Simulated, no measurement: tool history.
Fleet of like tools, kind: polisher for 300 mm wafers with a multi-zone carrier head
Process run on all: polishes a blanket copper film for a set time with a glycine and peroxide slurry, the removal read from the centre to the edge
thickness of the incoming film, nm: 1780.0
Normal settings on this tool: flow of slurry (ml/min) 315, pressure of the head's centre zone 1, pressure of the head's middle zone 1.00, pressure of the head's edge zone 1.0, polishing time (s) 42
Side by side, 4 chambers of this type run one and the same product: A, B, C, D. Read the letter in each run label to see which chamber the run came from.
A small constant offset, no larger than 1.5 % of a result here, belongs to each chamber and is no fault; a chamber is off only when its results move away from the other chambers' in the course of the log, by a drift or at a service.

run,hour,flow of slurry (ml/min),pressure of the head's centre zone,pressure of the head's middle zone,pressure of the head's edge zone,polishing time (s),wafers polished on this pad,hours since the slurry nozzle was cleaned,hours since the centre zone pressure was calibrated,hours since the edge zone pressure was calibrated,film removed at the wafer's centre (nm),film removed at mid-radius (nm),film removed at the wafer's edge (nm)
# hour 5.4: chamber C: worn pad replaced by a new one
1A,7.3,315,1,1.00,1.0,42,368,672.6,602.5,297.7,227.32,231.72,231.86
# hour 13.3: chamber D: worn pad replaced by a new one
2B,16.6,315,1,1.00,1.0,42,630,484.7,112.1,569.0,229.12,233.85,227.67
# hour 21.9: chamber B: worn pad replaced by a new one
3D,26.1,315,1,1.00,1.0,42,178,123.1,203.6,262.9,231.64,233.70,228.72
# hour 26.3: chamber C: edge zone pressure recalibrated
4C,32.7,315,1,1.00,1.0,42,379,61.8,816.0,6.4,221.72,230.17,229.27
5D,38.3,315,1,1.00,1.0,42,347,135.3,215.8,275.1,228.43,233.74,232.33
6C,42.6,315,1,1.00,1.0,42,516,71.7,825.9,16.3,226.00,226.79,228.55
7B,49.0,315,1,1.00,1.0,42,376,517.1,144.5,601.4,230.97,229.53,228.17
8A,53.5,315,1,1.00,1.0,42,1009,718.8,648.7,343.9,219.40,232.56,226.61
# hour 59.3: chamber A: worn pad replaced by a new one
# hour 61.0: chamber C: worn pad replaced by a new one
9C,62.8,380,1,1.00,1.0,42,26,91.9,846.1,36.5,235.01,232.86,227.52
10A,70.3,380,1,1.00,1.0,42,153,735.6,665.5,360.7,224.16,233.78,230.09
# hour 71.9: chamber B: worn pad replaced by a new one
11D,76.0,380,1,1.00,1.0,42,870,173.0,253.5,312.8,230.03,238.50,232.97
12B,81.2,380,1,1.00,1.0,42,129,549.3,176.7,633.6,235.36,232.35,232.92
13C,88.7,315,1,1.00,1.0,42,385,117.8,872.0,62.4,232.92,225.97,225.64
# hour 90.3: chamber D: worn pad replaced by a new one
14A,96.6,315,1,1.00,1.1,42,518,761.9,691.8,387.0,215.74,224.64,242.34
15D,102.0,315,1,1.00,1.1,42,162,199.0,279.5,338.8,224.81,230.90,238.14
# hour 109.0: chamber A: slurry nozzle cleaned
16B,110.7,315,1,1.00,1.1,42,539,578.8,206.2,663.1,229.34,230.69,247.19
17A,118.2,315,1,1.00,1.1,42,818,9.3,713.4,408.6,212.70,229.53,241.03
# hour 121.5: chamber B: worn pad replaced by a new one
# hour 123.4: chamber C: worn pad replaced by a new one
18D,124.1,315,1,1.00,1.0,42,469,221.1,301.6,360.9,233.03,231.45,229.98
19C,130.4,315,1,1.00,1.0,42,97,159.5,913.7,104.1,226.15,230.47,231.00
# hour 131.8: chamber A: worn pad replaced by a new one
20B,137.7,315,1,1.00,1.0,42,225,605.8,233.2,690.1,231.69,228.95,227.93
21C,147.1,315,1,1.00,1.0,42,329,176.2,930.4,120.8,229.59,235.17,228.26
# hour 149.5: chamber D: slurry nozzle cleaned
22A,152.9,315,1,1.00,1.0,42,293,44.0,748.1,443.3,209.90,230.64,227.31
23B,160.1,315,1,1.00,1.0,42,536,628.2,255.6,712.5,229.67,224.73,232.91
# hour 165.0: chamber D: worn pad replaced by a new one
# hour 166.4: chamber B: worn pad replaced by a new one
24D,168.9,315,1,1.00,1.0,42,54,19.5,346.4,405.7,227.44,231.37,227.09
# hour 170.7: chamber C: centre zone pressure recalibrated
25B,177.9,315,1,1.00,1.0,42,159,646.0,273.4,730.3,238.03,227.59,227.54
26C,187.3,315,1,1.00,1.0,42,886,216.4,16.6,161.0,227.33,227.45,227.33
27A,195.1,315,1,1.00,1.0,42,879,86.2,790.3,485.5,200.05,230.02,224.91
28D,201.7,315,1,0.91,1.0,55,509,52.3,379.2,438.5,301.98,279.41,302.23

Next, all 4 chambers run the settings below, one line each with question marks for the results. What does each chamber give?
29A,208.7,315,1,0.92,1.0,42,,,,,?,?,?
29B,208.7,315,1,0.92,1.0,42,,,,,?,?,?
29C,208.7,315,1,0.92,1.0,42,,,,,?,?,?
29D,208.7,315,1,0.92,1.0,42,,,,,?,?,?

run,film removed at the wafer's centre (nm),film removed at mid-radius (nm),film removed at the wafer's edge (nm)
29A,200.10,209.52,229.64
29B,230.39,214.61,222.07
29C,231.14,215.77,233.19
29D,230.37,213.73,226.98
